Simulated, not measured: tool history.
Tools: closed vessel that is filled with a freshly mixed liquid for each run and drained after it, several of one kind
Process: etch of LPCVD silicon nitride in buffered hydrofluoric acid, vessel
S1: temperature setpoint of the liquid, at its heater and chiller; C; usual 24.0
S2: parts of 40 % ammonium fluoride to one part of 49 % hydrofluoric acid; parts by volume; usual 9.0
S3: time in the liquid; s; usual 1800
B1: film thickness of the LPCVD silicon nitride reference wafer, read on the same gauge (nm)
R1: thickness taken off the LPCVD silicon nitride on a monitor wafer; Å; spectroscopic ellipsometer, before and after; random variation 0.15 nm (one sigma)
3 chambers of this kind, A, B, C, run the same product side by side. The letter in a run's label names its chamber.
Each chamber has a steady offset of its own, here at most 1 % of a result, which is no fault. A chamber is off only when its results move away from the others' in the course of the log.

run,hour,S1,S2,S3,B1,R1
1B,10.5,24.0,9.0,1800,79.976,259.95
2C,18.7,24.0,9.0,1800,79.985,262.54
3A,29.5,24.0,9.0,1800,79.999,260.04
4C,37.6,24.0,9.0,1800,80.010,259.11
5B,49.3,24.0,9.0,1800,79.998,256.31
6A,59.0,21.0,9.0,2560,80.025,313.99
7C,66.4,21.0,9.0,2560,80.016,315.23
8A,74.4,21.0,9.0,2560,79.995,314.95
9B,82.7,24.0,9.0,1800,80.015,258.03
10B,89.0,24.0,9.0,1800,80.030,258.01
11A,102.3,24.0,9.0,1800,80.018,258.51
12C,115.6,24.0,9.0,1800,80.004,261.15
13A,122.9,24.0,9.0,1800,80.007,261.80
14C,132.3,24.0,9.0,1800,80.017,263.05
15B,142.4,24.0,9.0,1800,79.974,258.13
16B,150.9,19.5,10.5,1800,80.009,180.69
17C,158.9,19.5,10.5,1800,79.978,185.62
18A,166.2,19.5,10.5,1800,79.998,182.29
19A,177.9,24.0,9.0,1800,80.000,262.29
20B,188.3,24.0,9.0,1800,79.996,257.47
21C,197.3,24.0,9.0,1800,80.022,265.85
# hour 200.4: chamber A: hydrofluoric acid flow meter replaced
22C,206.2,24.0,9.0,1800,79.986,266.43
23A,216.6,24.0,9.0,1800,79.963,259.14
24B,226.2,24.0,9.0,1800,80.007,256.84
25A,237.2,24.0,9.0,1800,79.989,259.54
26C,244.6,24.0,9.0,1800,80.012,271.09
27B,253.7,24.0,9.0,1800,80.005,260.73
28B,262.7,24.0,9.0,1800,79.969,258.77
29C,269.4,24.0,9.0,2480,79.997,377.93
30A,278.0,24.0,9.0,2480,79.992,358.80
31A,286.4,24.0,9.0,2480,80.013,357.87
32B,296.1,24.0,9.0,1800,80.013,258.63
# hour 301.6: chamber A: thermometer replaced
33C,305.9,24.0,9.0,1800,79.997,276.88
34B,315.9,24.0,9.0,1800,79.994,258.64
35A,327.7,19.0,9.0,1800,80.013,197.42
36C,333.7,19.0,9.0,1800,79.989,213.51
37B,343.1,19.0,9.0,1800,80.004,195.91

Is one chamber off against the others, does the gauge drift, or is nothing wrong? If a chamber is off, say which, and what the likeliest cause is.

Chamber C drifts away from the others.
Cause: hydrofluoric acid flow above the setpoint (%) = 6.85.
The log may not tell that from: liquid hotter than its thermometer reads (K).

Here are 4 candidates for chamber C's next run, each the usual settings with a change, their results left as question marks. Which one brings its results back in line with what the others give on the usual settings?
In line means no further than this from the other chambers' mean on the usual settings: R1 5.20 Å
38C-1,352.8,25.5,9.0,1800,,?
38C-2,352.8,24.0,9.0,1665,,?
38C-3,352.8,24.5,9.0,1985,,?
38C-4,352.8,24.0,9.5,1675,,?

The other chambers' mean on the usual settings: R1 259.67 Å
run,R1
38C-1,303.40
38C-2,259.00
38C-3,317.12
38C-4,245.73
38C-2 brings the chamber back in line.
